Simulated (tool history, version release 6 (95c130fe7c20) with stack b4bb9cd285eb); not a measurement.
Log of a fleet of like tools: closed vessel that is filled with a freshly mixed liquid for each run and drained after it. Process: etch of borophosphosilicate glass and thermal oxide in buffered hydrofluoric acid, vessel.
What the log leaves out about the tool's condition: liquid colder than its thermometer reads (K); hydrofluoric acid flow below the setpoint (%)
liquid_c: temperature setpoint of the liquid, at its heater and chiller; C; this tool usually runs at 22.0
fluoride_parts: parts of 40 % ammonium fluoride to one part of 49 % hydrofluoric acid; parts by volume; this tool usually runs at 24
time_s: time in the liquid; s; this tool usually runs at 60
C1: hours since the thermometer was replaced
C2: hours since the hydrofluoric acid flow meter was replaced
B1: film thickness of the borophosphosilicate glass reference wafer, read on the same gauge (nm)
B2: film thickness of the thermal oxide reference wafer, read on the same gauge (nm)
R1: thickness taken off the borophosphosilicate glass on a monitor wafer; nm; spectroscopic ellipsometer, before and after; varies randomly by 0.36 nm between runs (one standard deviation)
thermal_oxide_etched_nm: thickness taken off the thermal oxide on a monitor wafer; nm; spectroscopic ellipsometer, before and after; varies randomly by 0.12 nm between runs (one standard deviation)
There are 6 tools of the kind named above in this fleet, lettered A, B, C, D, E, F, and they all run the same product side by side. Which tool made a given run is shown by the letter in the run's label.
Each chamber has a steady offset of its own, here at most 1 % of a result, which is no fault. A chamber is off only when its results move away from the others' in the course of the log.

run 1E hour=6.7 | liquid_c=22.0 fluoride_parts=24 time_s=60 | C1=19.4 C2=1291.6 | B1=119.99 B2=90.007 | R1=61.905 thermal_oxide_etched_nm=27.390
run 2C hour=13.4 | liquid_c=22.0 fluoride_parts=24 time_s=60 | C1=1569.3 C2=461.4 | B1=120.01 B2=90.000 | R1=61.507 thermal_oxide_etched_nm=27.472
run 3A hour=21.1 | liquid_c=22.0 fluoride_parts=24 time_s=60 | C1=1841.1 C2=340.4 | B1=120.05 B2=89.992 | R1=61.843 thermal_oxide_etched_nm=27.265
run 4B hour=29.6 | liquid_c=22.0 fluoride_parts=24 time_s=60 | C1=889.5 C2=1205.9 | B1=120.00 B2=90.023 | R1=62.527 thermal_oxide_etched_nm=27.409
run 5D hour=40.7 | liquid_c=22.0 fluoride_parts=24 time_s=60 | C1=1506.9 C2=1476.3 | B1=119.99 B2=90.012 | R1=61.756 thermal_oxide_etched_nm=27.634
run 6F hour=47.1 | liquid_c=26.0 fluoride_parts=24 time_s=90 | C1=376.6 C2=349.0 | B1=119.97 B2=89.992 | R1=115.820 thermal_oxide_etched_nm=51.540
run 7F hour=60.6 | liquid_c=26.0 fluoride_parts=24 time_s=90 | C1=390.1 C2=362.5 | B1=119.98 B2=90.008 | R1=115.340 thermal_oxide_etched_nm=51.549
run 8A hour=71.0 | liquid_c=26.0 fluoride_parts=24 time_s=90 | C1=1891.0 C2=390.3 | B1=120.00 B2=90.004 | R1=114.550 thermal_oxide_etched_nm=51.372
run 9C hour=78.1 | liquid_c=26.0 fluoride_parts=24 time_s=90 | C1=1634.0 C2=526.1 | B1=120.00 B2=90.009 | R1=115.350 thermal_oxide_etched_nm=50.967
run 10E hour=92.2 | liquid_c=26.0 fluoride_parts=24 time_s=90 | C1=104.9 C2=1377.1 | B1=119.99 B2=90.017 | R1=115.290 thermal_oxide_etched_nm=51.817
run 11B hour=103.8 | liquid_c=26.0 fluoride_parts=24 time_s=90 | C1=963.7 C2=1280.1 | B1=119.99 B2=89.987 | R1=115.580 thermal_oxide_etched_nm=51.360
run 12D hour=118.0 | liquid_c=25.5 fluoride_parts=24 time_s=60 | C1=1584.2 C2=1553.6 | B1=119.99 B2=89.990 | R1=74.105 thermal_oxide_etched_nm=33.568
run 13F hour=127.8 | liquid_c=25.5 fluoride_parts=24 time_s=60 | C1=457.3 C2=429.7 | B1=120.01 B2=89.998 | R1=75.566 thermal_oxide_etched_nm=33.443
run 14A hour=136.3 | liquid_c=25.5 fluoride_parts=24 time_s=60 | C1=1956.3 C2=455.6 | B1=119.99 B2=90.017 | R1=75.445 thermal_oxide_etched_nm=32.913
run 15C hour=148.0 | liquid_c=25.5 fluoride_parts=24 time_s=60 | C1=1703.9 C2=596.0 | B1=120.03 B2=89.996 | R1=74.642 thermal_oxide_etched_nm=33.278
run 16B hour=160.0 | liquid_c=25.5 fluoride_parts=24 time_s=60 | C1=1019.9 C2=1336.3 | B1=120.00 B2=89.997 | R1=75.549 thermal_oxide_etched_nm=33.497
run 17D hour=173.8 | liquid_c=25.5 fluoride_parts=24 time_s=60 | C1=1640.0 C2=1609.4 | B1=119.99 B2=89.981 | R1=74.743 thermal_oxide_etched_nm=33.280
run 18E hour=183.5 | liquid_c=22.0 fluoride_parts=24 time_s=60 | C1=196.2 C2=1468.4 | B1=120.00 B2=89.984 | R1=61.972 thermal_oxide_etched_nm=27.747
run 19B hour=195.7 | liquid_c=22.0 fluoride_parts=24 time_s=60 | C1=1055.6 C2=1372.0 | B1=119.97 B2=89.997 | R1=62.593 thermal_oxide_etched_nm=27.372
run 20E hour=208.4 | liquid_c=22.0 fluoride_parts=24 time_s=60 | C1=221.1 C2=1493.3 | B1=119.99 B2=89.998 | R1=61.934 thermal_oxide_etched_nm=27.637
run 21D hour=219.9 | liquid_c=23.5 fluoride_parts=24 time_s=60 | C1=1686.1 C2=1655.5 | B1=120.00 B2=90.000 | R1=66.931 thermal_oxide_etched_nm=30.012
run 22C hour=233.3 | liquid_c=23.5 fluoride_parts=24 time_s=60 | C1=1789.2 C2=681.3 | B1=120.01 B2=89.992 | R1=66.505 thermal_oxide_etched_nm=29.829
run 23A hour=240.0 | liquid_c=23.5 fluoride_parts=24 time_s=60 | C1=2060.0 C2=559.3 | B1=119.97 B2=90.016 | R1=68.128 thermal_oxide_etched_nm=29.707
run 24F hour=249.3 | liquid_c=23.5 fluoride_parts=24 time_s=60 | C1=578.8 C2=551.2 | B1=119.99 B2=89.986 | R1=67.854 thermal_oxide_etched_nm=30.185
run 25F hour=262.0 | liquid_c=23.5 fluoride_parts=24 time_s=60 | C1=591.5 C2=563.9 | B1=120.03 B2=90.005 | R1=67.509 thermal_oxide_etched_nm=30.007
run 26B hour=270.6 | liquid_c=23.5 fluoride_parts=24 time_s=60 | C1=1130.5 C2=1446.9 | B1=120.01 B2=90.021 | R1=67.029 thermal_oxide_etched_nm=29.652
-- hour=284.2 chamber D: hydrofluoric acid flow meter replaced
run 27A hour=285.1 | liquid_c=22.0 fluoride_parts=24 time_s=60 | C1=2105.1 C2=604.4 | B1=119.99 B2=89.994 | R1=61.614 thermal_oxide_etched_nm=27.586
run 28E hour=297.6 | liquid_c=22.0 fluoride_parts=24 time_s=60 | C1=310.3 C2=1582.5 | B1=120.02 B2=90.000 | R1=62.851 thermal_oxide_etched_nm=27.468
run 29C hour=309.9 | liquid_c=22.0 fluoride_parts=24 time_s=60 | C1=1865.8 C2=757.9 | B1=119.99 B2=89.990 | R1=62.523 thermal_oxide_etched_nm=27.456
run 30D hour=322.0 | liquid_c=17.5 fluoride_parts=15 time_s=60 | C1=1788.2 C2=37.9 | B1=120.02 B2=90.018 | R1=72.077 thermal_oxide_etched_nm=32.143
-- hour=323.4 chamber C: thermometer replaced
run 31C hour=332.8 | liquid_c=17.5 fluoride_parts=15 time_s=60 | C1=9.5 C2=780.8 | B1=119.99 B2=90.013 | R1=73.302 thermal_oxide_etched_nm=32.083
run 32B hour=344.8 | liquid_c=17.5 fluoride_parts=15 time_s=60 | C1=1204.7 C2=1521.1 | B1=119.96 B2=89.997 | R1=71.376 thermal_oxide_etched_nm=31.848
run 33F hour=359.0 | liquid_c=17.5 fluoride_parts=15 time_s=60 | C1=688.5 C2=660.9 | B1=119.99 B2=89.995 | R1=73.098 thermal_oxide_etched_nm=32.468
run 34A hour=373.3 | liquid_c=17.5 fluoride_parts=15 time_s=60 | C1=2193.3 C2=692.6 | B1=119.97 B2=89.989 | R1=72.535 thermal_oxide_etched_nm=32.041
-- hour=385.1 chamber F: thermometer replaced
run 35D hour=387.3 | liquid_c=17.5 fluoride_parts=15 time_s=60 | C1=1853.5 C2=103.2 | B1=119.96 B2=90.013 | R1=72.364 thermal_oxide_etched_nm=32.290
run 36E hour=395.6 | liquid_c=22.0 fluoride_parts=24 time_s=60 | C1=408.3 C2=1680.5 | B1=120.00 B2=90.004 | R1=61.458 thermal_oxide_etched_nm=27.619
run 37B hour=405.9 | liquid_c=22.0 fluoride_parts=24 time_s=60 | C1=1265.8 C2=1582.2 | B1=119.99 B2=90.002 | R1=61.538 thermal_oxide_etched_nm=27.325
run 38E hour=417.3 | liquid_c=22.0 fluoride_parts=24 time_s=60 | C1=430.0 C2=1702.2 | B1=119.97 B2=90.008 | R1=62.310 thermal_oxide_etched_nm=27.425
run 39C hour=425.8 | liquid_c=22.0 fluoride_parts=24 time_s=50 | C1=102.5 C2=873.8 | B1=119.99 B2=89.997 | R1=51.722 thermal_oxide_etched_nm=22.776
run 40F hour=434.4 | liquid_c=22.0 fluoride_parts=24 time_s=50 | C1=49.3 C2=736.3 | B1=120.01 B2=90.000 | R1=52.217 thermal_oxide_etched_nm=23.083
run 41D hour=440.8 | liquid_c=22.0 fluoride_parts=24 time_s=50 | C1=1907.0 C2=156.7 | B1=119.99 B2=89.976 | R1=52.055 thermal_oxide_etched_nm=22.869
run 42A hour=450.2 | liquid_c=22.0 fluoride_parts=24 time_s=50 | C1=2270.2 C2=769.5 | B1=120.04 B2=90.016 | R1=51.756 thermal_oxide_etched_nm=23.024
run 43D hour=457.6 | liquid_c=22.0 fluoride_parts=24 time_s=50 | C1=1923.8 C2=173.5 | B1=120.01 B2=89.997 | R1=51.492 thermal_oxide_etched_nm=22.893
run 44C hour=470.8 | liquid_c=22.0 fluoride_parts=24 time_s=50 | C1=147.5 C2=918.8 | B1=120.01 B2=90.010 | R1=51.594 thermal_oxide_etched_nm=22.818

Is one chamber out of step, is the gauge drifting, or do the chambers differ by no more than their own small offsets? For an off chamber, give its letter and the likeliest cause.

No chamber is off and the gauge is stable; the differences are just each chamber's small, constant offset.
